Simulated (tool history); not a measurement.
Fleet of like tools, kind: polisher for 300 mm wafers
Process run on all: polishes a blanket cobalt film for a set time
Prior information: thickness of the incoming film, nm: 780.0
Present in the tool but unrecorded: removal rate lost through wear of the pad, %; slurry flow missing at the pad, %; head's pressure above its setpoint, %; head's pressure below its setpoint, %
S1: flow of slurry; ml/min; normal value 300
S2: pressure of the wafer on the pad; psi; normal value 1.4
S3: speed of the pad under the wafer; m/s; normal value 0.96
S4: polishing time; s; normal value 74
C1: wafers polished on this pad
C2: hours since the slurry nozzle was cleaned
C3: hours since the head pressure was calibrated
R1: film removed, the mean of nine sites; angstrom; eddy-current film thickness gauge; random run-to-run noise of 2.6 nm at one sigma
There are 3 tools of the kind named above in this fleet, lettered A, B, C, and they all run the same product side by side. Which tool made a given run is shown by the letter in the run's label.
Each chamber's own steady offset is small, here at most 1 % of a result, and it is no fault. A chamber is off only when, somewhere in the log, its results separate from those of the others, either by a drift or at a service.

-- hour=0.4 chamber A: worn pad replaced by a new one
-- hour=4.7 chamber C: worn pad replaced by a new one
run 1C hour=9.3 | S1=300 S2=1.4 S3=0.96 S4=74 | C1=70 C2=210.9 C3=169.6 | R1=2687.4
run 2B hour=16.7 | S1=300 S2=1.4 S3=0.96 S4=74 | C1=860 C2=588.6 C3=361.1 | R1=2750.3
run 3A hour=25.5 | S1=300 S2=1.4 S3=0.96 S4=74 | C1=376 C2=433.0 C3=699.1 | R1=2753.9
run 4A hour=33.6 | S1=300 S2=1.4 S3=0.96 S4=74 | C1=498 C2=441.1 C3=707.2 | R1=2697.0
run 5C hour=40.7 | S1=300 S2=1.4 S3=0.96 S4=74 | C1=540 C2=242.3 C3=201.0 | R1=2743.7
-- hour=48.2 chamber B: worn pad replaced by a new one
run 6B hour=49.7 | S1=300 S2=1.4 S3=0.96 S4=74 | C1=23 C2=621.6 C3=394.1 | R1=2733.3
run 7B hour=59.6 | S1=300 S2=1.4 S3=0.96 S4=74 | C1=171 C2=631.5 C3=404.0 | R1=2776.4
run 8A hour=70.5 | S1=300 S2=1.4 S3=0.96 S4=74 | C1=1051 C2=478.0 C3=744.1 | R1=2700.8
-- hour=78.1 chamber C: worn pad replaced by a new one
-- hour=79.3 chamber A: worn pad replaced by a new one
run 9C hour=80.8 | S1=300 S2=1.4 S3=0.96 S4=74 | C1=40 C2=282.4 C3=241.1 | R1=2715.9
run 10B hour=93.4 | S1=300 S2=1.4 S3=0.96 S4=74 | C1=677 C2=665.3 C3=437.8 | R1=2746.6
-- hour=96.3 chamber C: slurry nozzle cleaned
run 11C hour=102.6 | S1=300 S2=1.4 S3=0.96 S4=74 | C1=367 C2=6.4 C3=262.9 | R1=2732.7
run 12A hour=112.4 | S1=300 S2=1.4 S3=0.96 S4=74 | C1=496 C2=519.9 C3=786.0 | R1=2711.7
run 13C hour=120.0 | S1=300 S2=1.4 S3=0.96 S4=74 | C1=628 C2=23.8 C3=280.3 | R1=2716.0
run 14A hour=129.2 | S1=300 S2=1.4 S3=0.96 S4=74 | C1=748 C2=536.7 C3=802.8 | R1=2731.2
run 15B hour=137.5 | S1=300 S2=1.4 S3=0.96 S4=74 | C1=1338 C2=709.4 C3=481.9 | R1=2761.4
-- hour=141.5 chamber B: worn pad replaced by a new one
run 16C hour=145.8 | S1=300 S2=1.4 S3=0.96 S4=74 | C1=1014 C2=49.6 C3=306.1 | R1=2724.8
run 17B hour=158.2 | S1=300 S2=1.2 S3=0.96 S4=74 | C1=251 C2=730.1 C3=502.6 | R1=2318.6
-- hour=159.6 chamber A: worn pad replaced by a new one
run 18A hour=164.4 | S1=300 S2=1.2 S3=0.96 S4=74 | C1=71 C2=571.9 C3=838.0 | R1=2355.1
-- hour=168.8 chamber C: worn pad replaced by a new one
run 19C hour=172.5 | S1=300 S2=1.2 S3=0.96 S4=74 | C1=56 C2=76.3 C3=332.8 | R1=2352.4
-- hour=173.9 chamber B: slurry nozzle cleaned
run 20A hour=182.3 | S1=300 S2=1.4 S3=0.96 S4=74 | C1=340 C2=589.8 C3=855.9 | R1=2697.0
run 21B hour=195.7 | S1=300 S2=1.4 S3=0.96 S4=74 | C1=813 C2=21.8 C3=540.1 | R1=2662.2
run 22B hour=201.8 | S1=300 S2=1.4 S3=0.96 S4=74 | C1=904 C2=27.9 C3=546.2 | R1=2627.6
run 23C hour=212.8 | S1=300 S2=1.4 S3=0.96 S4=74 | C1=659 C2=116.6 C3=373.1 | R1=2754.3
run 24A hour=223.3 | S1=300 S2=1.4 S3=0.74 S4=74 | C1=954 C2=630.8 C3=896.9 | R1=2111.5
-- hour=229.5 chamber B: worn pad replaced by a new one
-- hour=231.2 chamber A: worn pad replaced by a new one
run 25C hour=236.5 | S1=300 S2=1.4 S3=0.74 S4=74 | C1=1014 C2=140.3 C3=396.8 | R1=2110.5
-- hour=242.5 chamber C: worn pad replaced by a new one
-- hour=243.4 chamber A: slurry nozzle cleaned
run 26B hour=248.3 | S1=300 S2=1.4 S3=0.74 S4=74 | C1=282 C2=74.4 C3=592.7 | R1=2019.4
run 27A hour=260.7 | S1=300 S2=1.4 S3=0.96 S4=74 | C1=442 C2=17.3 C3=934.3 | R1=2726.2
run 28B hour=272.0 | S1=300 S2=1.4 S3=0.96 S4=74 | C1=637 C2=98.1 C3=616.4 | R1=2593.0
run 29A hour=286.1 | S1=300 S2=1.4 S3=0.96 S4=74 | C1=822 C2=42.7 C3=959.7 | R1=2744.1
run 30C hour=292.3 | S1=300 S2=1.0 S3=0.96 S4=74 | C1=746 C2=196.1 C3=452.6 | R1=1967.1
run 31A hour=304.4 | S1=300 S2=1.0 S3=0.96 S4=74 | C1=1096 C2=61.0 C3=978.0 | R1=1973.2
-- hour=312.7 chamber A: worn pad replaced by a new one
-- hour=314.8 chamber B: worn pad replaced by a new one
run 32C hour=317.6 | S1=300 S2=1.0 S3=0.96 S4=74 | C1=1125 C2=221.4 C3=477.9 | R1=1972.2
-- hour=324.4 chamber C: worn pad replaced by a new one
run 33B hour=331.6 | S1=300 S2=1.4 S3=0.96 S4=74 | C1=252 C2=157.7 C3=676.0 | R1=2582.0
run 34B hour=344.3 | S1=300 S2=1.4 S3=0.96 S4=74 | C1=442 C2=170.4 C3=688.7 | R1=2590.1
run 35C hour=353.9 | S1=300 S2=1.4 S3=0.96 S4=74 | C1=443 C2=257.7 C3=514.2 | R1=2715.1
run 36A hour=362.0 | S1=300 S2=1.4 S3=0.96 S4=74 | C1=739 C2=118.6 C3=1035.6 | R1=2694.5
run 37A hour=368.8 | S1=300 S2=1.4 S3=0.96 S4=74 | C1=841 C2=125.4 C3=1042.4 | R1=2722.9
run 38B hour=379.6 | S1=300 S2=1.6 S3=0.96 S4=74 | C1=971 C2=205.7 C3=724.0 | R1=2873.9
-- hour=383.5 chamber A: worn pad replaced by a new one
run 39C hour=386.7 | S1=300 S2=1.6 S3=0.96 S4=74 | C1=934 C2=290.5 C3=547.0 | R1=3118.8
run 40A hour=395.1 | S1=300 S2=1.6 S3=0.96 S4=74 | C1=174 C2=151.7 C3=1068.7 | R1=3125.7

Next, every chamber runs the same settings. What will each give?
run 41A hour=405.3 | S1=300 S2=1.4 S3=0.96 S4=74 | R1=?
run 41B hour=405.3 | S1=300 S2=1.4 S3=0.96 S4=74 | R1=?
run 41C hour=405.3 | S1=300 S2=1.4 S3=0.96 S4=74 | R1=?

run=41A R1=2710.1
run=41B R1=2532.4
run=41C R1=2748.2
